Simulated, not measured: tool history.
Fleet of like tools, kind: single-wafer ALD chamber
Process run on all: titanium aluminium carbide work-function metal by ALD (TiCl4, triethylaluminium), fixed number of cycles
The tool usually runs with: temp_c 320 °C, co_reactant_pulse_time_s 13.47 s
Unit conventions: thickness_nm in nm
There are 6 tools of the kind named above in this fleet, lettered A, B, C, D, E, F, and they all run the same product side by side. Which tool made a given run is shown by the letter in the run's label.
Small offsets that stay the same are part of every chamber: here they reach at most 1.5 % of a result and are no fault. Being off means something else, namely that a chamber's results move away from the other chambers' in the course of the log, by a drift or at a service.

run	hour	temp_c	co_reactant_pulse_time_s	read-back reference wafer on the same gauge, thickness_nm	thickness_nm
1A	7.1	320	13.47	2.6312	2.2223
2B	12.9	320	13.47	2.6305	2.2018
# hour 13: chamber C: triethylaluminium bottle replaced
3F	18.8	320	13.47	2.6312	2.2124
4E	26.8	320	13.47	2.6315	2.2346
5C	31.8	320	13.47	2.6316	2.2153
6D	38.4	320	13.47	2.6331	2.2301
7A	45.5	320	13.47	2.6325	2.2277
8B	49.8	320	13.47	2.6333	2.2016
9E	57.4	320	13.47	2.6331	2.2422
10F	65.2	320	13.47	2.6348	2.2184
11C	71.1	320	13.47	2.636	2.2109
# hour 74: chamber E: triethylaluminium bottle replaced
12D	76.1	320	13.47	2.6341	2.2365
13A	82.2	320	9.58	2.6344	2.1721
14B	87.5	320	9.58	2.6348	2.1387
15D	97	320	9.58	2.6368	2.1788
16E	103	320	9.58	2.6382	2.1815
17F	110.4	320	9.58	2.6366	2.1586
18C	116.8	320	9.58	2.6381	2.1562
19C	122.5	320	13.47	2.6376	2.221
20F	126.7	320	13.47	2.6387	2.2186
21E	134.8	320	13.47	2.6395	2.2421
22D	139.3	320	13.47	2.6397	2.2417
23A	147.8	320	13.47	2.6399	2.2362
24B	156.6	320	13.47	2.6401	2.2073
25E	164.4	320	13.47	2.6407	2.2463
26B	172.7	331	17.48	2.6429	2.3241
27A	178.9	331	17.48	2.6429	2.3454
28C	183.8	331	17.48	2.6415	2.3444
29D	188.2	331	17.48	2.642	2.3511
30F	195.6	331	17.48	2.6432	2.3491
31A	201.9	331	17.48	2.6439	2.3533
32B	210.2	320	13.47	2.6451	2.2083
33C	216.6	320	13.47	2.6456	2.2263
34F	221.3	320	13.47	2.6442	2.2311
35D	227	320	13.47	2.6442	2.2383
36E	232.6	320	13.47	2.6454	2.2506
37E	238.2	315	13.47	2.6465	2.2023
38C	243.6	315	13.47	2.6468	2.1806
39D	247.8	315	13.47	2.6472	2.1984
40B	251.9	315	13.47	2.6473	2.166

Each of the 6 chambers runs these same settings next. Fill in every chamber's results:
41A	258.7	311	13.47		?
41B	258.7	311	13.47		?
41C	258.7	311	13.47		?
41D	258.7	311	13.47		?
41E	258.7	311	13.47		?
41F	258.7	311	13.47		?

run	thickness_nm
41A	2.1564
41B	2.1329
41C	2.1444
41D	2.1632
41E	2.1607
41F	2.1518

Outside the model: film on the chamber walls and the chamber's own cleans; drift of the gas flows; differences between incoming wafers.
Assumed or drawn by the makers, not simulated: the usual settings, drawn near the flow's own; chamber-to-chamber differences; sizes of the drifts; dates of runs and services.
